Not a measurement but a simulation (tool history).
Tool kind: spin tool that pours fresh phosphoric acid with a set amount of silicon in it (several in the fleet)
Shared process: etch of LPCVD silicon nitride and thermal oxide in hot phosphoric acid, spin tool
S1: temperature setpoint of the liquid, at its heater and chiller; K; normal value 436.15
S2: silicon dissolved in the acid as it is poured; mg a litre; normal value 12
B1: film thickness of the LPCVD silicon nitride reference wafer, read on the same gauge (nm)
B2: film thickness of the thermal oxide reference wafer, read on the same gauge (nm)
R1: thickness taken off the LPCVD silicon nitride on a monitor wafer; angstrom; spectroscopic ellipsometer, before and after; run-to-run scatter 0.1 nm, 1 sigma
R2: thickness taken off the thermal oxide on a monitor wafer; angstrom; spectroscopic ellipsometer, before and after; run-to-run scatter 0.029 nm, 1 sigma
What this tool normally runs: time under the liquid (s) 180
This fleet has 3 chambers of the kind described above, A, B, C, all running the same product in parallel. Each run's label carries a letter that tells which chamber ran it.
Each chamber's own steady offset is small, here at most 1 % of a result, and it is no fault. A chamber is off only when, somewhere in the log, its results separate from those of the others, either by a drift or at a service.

{"run": "1B", "hour": 11.1, "S1": 436.15, "S2": 12, "time under the liquid (s)": 180, "B1": 59.985, "B2": 119.99, "R1": 145.1, "R2": 4.2995}
{"run": "2A", "hour": 17.3, "S1": 436.15, "S2": 12, "time under the liquid (s)": 180, "B1": 60.002, "B2": 119.99, "R1": 147.25, "R2": 4.5998}
{"run": "3C", "hour": 30.1, "S1": 436.15, "S2": 12, "time under the liquid (s)": 180, "B1": 59.987, "B2": 120.02, "R1": 147.05, "R2": 4.8401}
{"run": "4A", "hour": 40.5, "S1": 436.15, "S2": 12, "time under the liquid (s)": 180, "B1": 60.012, "B2": 120.02, "R1": 146.91, "R2": 5.2153}
{"run": "5B", "hour": 49.8, "S1": 436.15, "S2": 12, "time under the liquid (s)": 180, "B1": 59.993, "B2": 119.99, "R1": 147.15, "R2": 4.1712}
{"run": "6C", "hour": 60.1, "S1": 436.15, "S2": 8, "time under the liquid (s)": 180, "B1": 60.021, "B2": 120.0, "R1": 145.8, "R2": 5.1654}
{"run": "7A", "hour": 68.5, "S1": 436.15, "S2": 8, "time under the liquid (s)": 180, "B1": 59.979, "B2": 120.0, "R1": 145.93, "R2": 4.9322}
{"run": "8B", "hour": 75.1, "S1": 436.15, "S2": 8, "time under the liquid (s)": 180, "B1": 59.994, "B2": 120.01, "R1": 144.5, "R2": 5.7288}
{"run": "9C", "hour": 83.1, "S1": 433.65, "S2": 12, "time under the liquid (s)": 180, "B1": 59.979, "B2": 120.02, "R1": 135.62, "R2": 3.866}
{"run": "10C", "hour": 95.8, "S1": 433.65, "S2": 12, "time under the liquid (s)": 180, "B1": 60.0, "B2": 120.0, "R1": 135.41, "R2": 3.9745}
{"run": "11A", "hour": 102.1, "S1": 433.65, "S2": 12, "time under the liquid (s)": 180, "B1": 60.01, "B2": 119.99, "R1": 132.49, "R2": 3.6219}
{"run": "12B", "hour": 108.1, "S1": 436.15, "S2": 12, "time under the liquid (s)": 180, "B1": 60.029, "B2": 119.99, "R1": 145.33, "R2": 4.6581}
{"run": "13C", "hour": 121.5, "S1": 436.15, "S2": 12, "time under the liquid (s)": 180, "B1": 59.995, "B2": 119.99, "R1": 145.98, "R2": 4.6619}
{"run": "14A", "hour": 134.8, "S1": 436.15, "S2": 12, "time under the liquid (s)": 180, "B1": 60.022, "B2": 119.99, "R1": 140.09, "R2": 3.9782}
{"run": "15B", "hour": 141.1, "S1": 436.15, "S2": 7, "time under the liquid (s)": 75, "B1": 60.002, "B2": 119.98, "R1": 60.23, "R2": 2.1769}
{"run": "16C", "hour": 148.8, "S1": 436.15, "S2": 7, "time under the liquid (s)": 75, "B1": 60.002, "B2": 120.03, "R1": 61.035, "R2": 2.2069}
{"run": "17A", "hour": 155.1, "S1": 436.15, "S2": 7, "time under the liquid (s)": 75, "B1": 60.019, "B2": 120.0, "R1": 58.156, "R2": 2.0721}
{"run": "18B", "hour": 168.4, "S1": 436.15, "S2": 12, "time under the liquid (s)": 180, "B1": 59.999, "B2": 120.02, "R1": 145.37, "R2": 4.3791}
{"run": "19A", "hour": 181.0, "S1": 436.15, "S2": 12, "time under the liquid (s)": 180, "B1": 60.002, "B2": 120.02, "R1": 139.55, "R2": 3.7116}
{"run": "20B", "hour": 187.8, "S1": 436.15, "S2": 12, "time under the liquid (s)": 180, "B1": 59.991, "B2": 120.04, "R1": 147.16, "R2": 4.2172}
{"run": "21C", "hour": 195.7, "S1": 436.15, "S2": 12, "time under the liquid (s)": 180, "B1": 60.034, "B2": 119.99, "R1": 146.21, "R2": 4.8417}
{"run": "22C", "hour": 202.9, "S1": 438.65, "S2": 12, "time under the liquid (s)": 90, "B1": 59.988, "B2": 119.99, "R1": 79.151, "R2": 2.6139}
{"run": "23B", "hour": 210.8, "S1": 438.65, "S2": 12, "time under the liquid (s)": 90, "B1": 59.996, "B2": 120.0, "R1": 79.232, "R2": 2.8058}
{"run": "24A", "hour": 217.8, "S1": 438.65, "S2": 12, "time under the liquid (s)": 90, "B1": 59.988, "B2": 120.02, "R1": 74.492, "R2": 2.2171}

Is one chamber out of step, is the gauge drifting, or do the chambers differ by no more than their own small offsets? For an off chamber, give its letter and the likeliest cause.

Chamber A drifts away from the others.
Cause: temperature lost on the way to the wafer (K) = 2.48.
From this log alone, it may not be told apart from: liquid colder than its thermometer reads (K).

Here are 4 candidates for chamber A's next run, each the usual settings with a change, their results left as question marks. Which one brings its results back in line with what the others give on the usual settings?
In-line tolerance around the mean of the other chambers on the usual settings: R1 3.500 angstrom; R2 1.0000 angstrom
{"run": "25A-1", "hour": 227.6, "S1": 436.15, "S2": 11.0, "time under the liquid (s)": 185, "R1": "?", "R2": "?"}
{"run": "25A-2", "hour": 227.6, "S1": 435.65, "S2": 15.5, "time under the liquid (s)": 170, "R1": "?", "R2": "?"}
{"run": "25A-3", "hour": 227.6, "S1": 436.65, "S2": 8.5, "time under the liquid (s)": 190, "R1": "?", "R2": "?"}
{"run": "25A-4", "hour": 227.6, "S1": 436.15, "S2": 13.0, "time under the liquid (s)": 175, "R1": "?", "R2": "?"}

Average result of the remaining chambers running the usual settings: R1 145.910 angstrom; R2 4.5579 angstrom
run=25A-1 R1=139.250 R2=3.9679
run=25A-2 R1=125.790 R2=3.1520
run=25A-3 R1=145.430 R2=4.4686
run=25A-4 R1=131.720 R2=3.5828
The answer is 25A-3, which returns the chamber to within the allowed miss of the others.
